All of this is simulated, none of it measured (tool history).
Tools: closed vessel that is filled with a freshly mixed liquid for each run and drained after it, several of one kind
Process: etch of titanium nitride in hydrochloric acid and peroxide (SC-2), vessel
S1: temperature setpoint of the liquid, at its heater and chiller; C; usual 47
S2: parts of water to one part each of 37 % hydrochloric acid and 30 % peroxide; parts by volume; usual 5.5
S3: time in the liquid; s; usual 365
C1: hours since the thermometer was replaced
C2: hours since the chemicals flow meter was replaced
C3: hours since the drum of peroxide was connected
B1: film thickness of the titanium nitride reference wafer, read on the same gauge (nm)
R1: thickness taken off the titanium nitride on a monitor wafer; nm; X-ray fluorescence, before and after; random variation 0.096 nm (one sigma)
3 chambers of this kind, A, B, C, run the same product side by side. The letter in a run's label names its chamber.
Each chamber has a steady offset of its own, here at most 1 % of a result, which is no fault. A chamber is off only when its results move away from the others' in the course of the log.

run   hour    S1   S2   S3      C1      C2     C3      B1      R1
 1C    9.6    47  5.5  365  1231.5   120.5  391.6  130.02  19.409
 2A     15    47  5.5  365   786.6   242.8  572.7  129.99  19.729
 3B   21.6    47  5.5  365  1599.9     978  423.8     130  19.542
 4A   28.8    47  5.5  365   800.4   256.6  586.5  130.01  19.612
 5C   36.4  52.5  5.5  365  1258.3   147.3  418.4  129.98  27.982
 6B   42.8  52.5  5.5  365  1621.1   999.2    445     130  28.177
 7A   49.6  52.5  5.5  365   821.2   277.4  607.3  129.99  28.561
 8C   58.3    47  5.5  365  1280.2   169.2  440.3     130  19.245
 9B   63.3    47  5.5  365  1641.6  1019.7  465.5  130.01  19.547
10C   73.3    47  5.5  365  1295.2   184.2  455.3  129.98  19.275
11A   81.4    47  5.5  365     853   309.2  639.1  129.98   19.69
12B   87.7    47  5.5  365    1666  1044.1  489.9  129.98  19.691
13C   92.7    47  5.5  365  1314.6   203.6  474.7  129.97  19.246
14A   98.8    47    4  495   870.4   326.6  656.5  129.99  33.651
15B  108.8    47    4  495  1687.1  1065.2    511  129.99  33.216
16A  119.6    47    4  495   891.2   347.4  677.3  129.99  33.318
     124.4  -- chamber A: chemicals flow meter replaced
17B  129.5    47  5.5  365  1707.8  1085.9  531.7  129.96    19.4
18C  137.9    47  6.5  365  1359.8   248.8  519.9  130.01  17.007
19B  148.1    47  6.5  365  1726.4  1104.5  550.3  129.99   17.06
20C  156.9    47  6.5  365  1378.8   267.8  538.9  130.03  17.141
21A  165.3  43.5    7  365   936.9      41    723  130.01  12.893
22C  171.5  43.5    7  365  1393.4   282.4  553.5  129.99  12.661
23A  182.3  43.5    7  365   953.9      58    740  130.02  12.759
24B  190.9    47  5.5  365  1769.2  1147.3  593.1  129.99   19.57
25C  200.7    47  5.5  365  1422.6   311.6  582.7  130.02  19.152
26A  210.5    47  5.5  365   982.1    86.2  768.2     130  19.124
27B  216.6    47  5.5  365  1794.9    1173  618.8  129.97  19.547
28C  224.4    47  5.5  365  1446.3   335.3  606.4  130.06  19.375
29A  229.7    47  5.5  365  1001.3   105.4  787.4  130.01  19.074
30B  239.7    47  5.5  365    1818  1196.1  641.9  130.03  19.523
31A  246.7    47  5.5  365  1018.3   122.4  804.4  130.01  18.847
32B    256    47  5.5  365  1834.3  1212.4  658.2  129.97  19.657
33C  265.3    47  5.5  230  1487.2   376.2  647.3  129.97  12.207
       273  -- chamber B: chemicals flow meter replaced
34C  274.5    47  5.5  230  1496.4   385.4  656.5  130.02  12.233
35B  283.5    47  5.5  230  1861.8    10.6  685.7  130.02  12.317
36A  292.3    47  5.5  365  1063.9     168    850  129.98  18.636
37C  298.3    47    8  365  1520.2   409.2  680.3  129.99  14.451
38A  308.2    47    8  365  1079.8   183.9  865.9     130  13.928
39B  318.1    47    8  365  1896.4    45.2  720.3  129.98  14.502

Is one chamber off against the others, does the gauge drift, or is nothing wrong? If a chamber is off, say which, and what the likeliest cause is.

Chamber A drifts away from the others.
Cause: liquid colder than its thermometer reads (K) = 0.978.
The log may not tell that from: chemicals flow below the setpoint (%); peroxide weaker than its label (%).

Here are 4 candidates for chamber A's next run, each the usual settings with a change, their results left as question marks. Which one brings its results back in line with what the others give on the usual settings?
In line means no further than this from the other chambers' mean on the usual settings: R1 0.34 nm
40A-1  325.9  46.5  5.5  360                   ?
40A-2  325.9    47  5.5  330                   ?
40A-3  325.9    47  5.5  385                   ?
40A-4  325.9    47  5.5  400                   ?

The other chambers' mean on the usual settings: R1 19.422 nm
  run      R1
40A-1  17.541
40A-2  16.639
40A-3  19.412
40A-4  20.168
40A-3 brings the chamber back in line.
